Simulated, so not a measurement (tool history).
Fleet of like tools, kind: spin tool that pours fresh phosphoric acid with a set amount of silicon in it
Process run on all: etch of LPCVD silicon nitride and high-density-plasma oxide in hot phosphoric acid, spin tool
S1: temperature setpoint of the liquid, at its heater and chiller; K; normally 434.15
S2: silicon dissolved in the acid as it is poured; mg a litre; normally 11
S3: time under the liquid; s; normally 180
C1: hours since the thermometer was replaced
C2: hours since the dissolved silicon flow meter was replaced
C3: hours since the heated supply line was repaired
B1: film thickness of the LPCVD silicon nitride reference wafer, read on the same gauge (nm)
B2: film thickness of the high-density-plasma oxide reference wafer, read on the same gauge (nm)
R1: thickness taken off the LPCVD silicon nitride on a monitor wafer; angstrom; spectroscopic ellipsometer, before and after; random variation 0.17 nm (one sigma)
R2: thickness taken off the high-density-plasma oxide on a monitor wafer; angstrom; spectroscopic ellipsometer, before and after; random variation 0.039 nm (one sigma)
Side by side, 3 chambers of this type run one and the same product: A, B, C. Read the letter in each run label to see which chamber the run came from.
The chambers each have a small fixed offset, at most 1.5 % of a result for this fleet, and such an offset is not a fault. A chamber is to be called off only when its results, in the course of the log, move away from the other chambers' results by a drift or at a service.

{"run": "1C", "day": 0.45, "S1": 434.15, "S2": 11, "S3": 180, "C1": 1611.7, "C2": 189.1, "C3": 2489.2, "B1": 30.038, "B2": 99.969, "R1": 176.92, "R2": 9.6764}
{"run": "2B", "day": 0.762, "S1": 434.15, "S2": 11, "S3": 180, "C1": 981.6, "C2": 166.6, "C3": 1311.9, "B1": 29.997, "B2": 99.996, "R1": 177.97, "R2": 9.5418}
{"run": "3A", "day": 1.038, "S1": 434.15, "S2": 11, "S3": 180, "C1": 106.7, "C2": 194.3, "C3": 2464.9, "B1": 30.004, "B2": 99.993, "R1": 177.87, "R2": 8.8914}
{"run": "4C", "day": 1.246, "S1": 434.15, "S2": 11, "S3": 180, "C1": 1630.8, "C2": 208.2, "C3": 2508.3, "B1": 29.984, "B2": 100.05, "R1": 180.75, "R2": 8.5286}
{"run": "5A", "day": 1.471, "S1": 434.15, "S2": 11, "S3": 180, "C1": 117.1, "C2": 204.7, "C3": 2475.3, "B1": 29.997, "B2": 99.96, "R1": 172.78, "R2": 9.7263}
{"run": "6B", "day": 1.675, "S1": 434.15, "S2": 11, "S3": 180, "C1": 1003.5, "C2": 188.5, "C3": 1333.8, "B1": 29.995, "B2": 100.0, "R1": 179.1, "R2": 9.19}
{"run": "7C", "day": 1.942, "S1": 434.15, "S2": 11, "S3": 180, "C1": 1647.5, "C2": 224.9, "C3": 2525.0, "B1": 30.038, "B2": 99.987, "R1": 178.94, "R2": 8.8981}
{"run": "8A", "day": 2.383, "S1": 434.15, "S2": 11, "S3": 180, "C1": 139.0, "C2": 226.6, "C3": 2497.2, "B1": 29.983, "B2": 99.981, "R1": 175.61, "R2": 9.4567}
{"run": "9B", "day": 2.617, "S1": 434.15, "S2": 11, "S3": 180, "C1": 1026.1, "C2": 211.1, "C3": 1356.4, "B1": 30.001, "B2": 100.01, "R1": 174.53, "R2": 9.2135}
{"run": "10C", "day": 2.833, "S1": 434.15, "S2": 11, "S3": 180, "C1": 1668.9, "C2": 246.3, "C3": 2546.4, "B1": 30.014, "B2": 99.952, "R1": 174.85, "R2": 9.3054}
{"run": "11A", "day": 3.183, "S1": 434.15, "S2": 11, "S3": 180, "C1": 158.2, "C2": 245.8, "C3": 2516.4, "B1": 29.997, "B2": 100.02, "R1": 176.28, "R2": 8.5044}
{"day": 3.242, "done": "chamber C: thermometer replaced"}
{"run": "12B", "day": 3.396, "S1": 431.65, "S2": 11, "S3": 180, "C1": 1044.8, "C2": 229.8, "C3": 1375.1, "B1": 29.991, "B2": 100.02, "R1": 161.57, "R2": 7.9203}
{"run": "13C", "day": 3.754, "S1": 431.65, "S2": 11, "S3": 180, "C1": 12.3, "C2": 268.4, "C3": 2568.5, "B1": 30.005, "B2": 100.07, "R1": 164.65, "R2": 7.1383}
{"run": "14B", "day": 4.012, "S1": 431.65, "S2": 11, "S3": 180, "C1": 1059.6, "C2": 244.6, "C3": 1389.9, "B1": 30.01, "B2": 99.999, "R1": 163.49, "R2": 7.3151}
{"run": "15A", "day": 4.346, "S1": 434.15, "S2": 11, "S3": 180, "C1": 186.1, "C2": 273.7, "C3": 2544.3, "B1": 30.004, "B2": 99.968, "R1": 177.56, "R2": 9.7355}
{"run": "16B", "day": 4.558, "S1": 434.15, "S2": 11, "S3": 180, "C1": 1072.7, "C2": 257.7, "C3": 1403.0, "B1": 30.035, "B2": 99.958, "R1": 175.66, "R2": 9.805}
{"run": "17A", "day": 4.95, "S1": 434.15, "S2": 11, "S3": 180, "C1": 200.6, "C2": 288.2, "C3": 2558.8, "B1": 29.964, "B2": 99.985, "R1": 175.57, "R2": 8.9973}
{"run": "18C", "day": 5.312, "S1": 434.15, "S2": 11, "S3": 180, "C1": 49.7, "C2": 305.8, "C3": 2605.9, "B1": 30.012, "B2": 99.951, "R1": 180.89, "R2": 9.2914}
{"run": "19B", "day": 5.658, "S1": 434.15, "S2": 11, "S3": 180, "C1": 1099.1, "C2": 284.1, "C3": 1429.4, "B1": 29.988, "B2": 100.0, "R1": 174.72, "R2": 9.231}
{"run": "20C", "day": 5.908, "S1": 434.15, "S2": 11, "S3": 180, "C1": 64.0, "C2": 320.1, "C3": 2620.2, "B1": 29.968, "B2": 99.975, "R1": 178.28, "R2": 9.5056}
{"run": "21A", "day": 6.217, "S1": 434.15, "S2": 11, "S3": 180, "C1": 231.0, "C2": 318.6, "C3": 2589.2, "B1": 29.99, "B2": 100.04, "R1": 175.43, "R2": 9.6529}
{"run": "22C", "day": 6.604, "S1": 434.15, "S2": 11, "S3": 180, "C1": 80.7, "C2": 336.8, "C3": 2636.9, "B1": 29.992, "B2": 99.984, "R1": 175.91, "R2": 9.4594}

One chamber off, gauge drift, or nothing amiss beyond the chambers' own small offsets? If it is a chamber, which one, and what is the likeliest cause?

All chambers stay in line apart from their small fixed offsets, and the gauge does not drift.
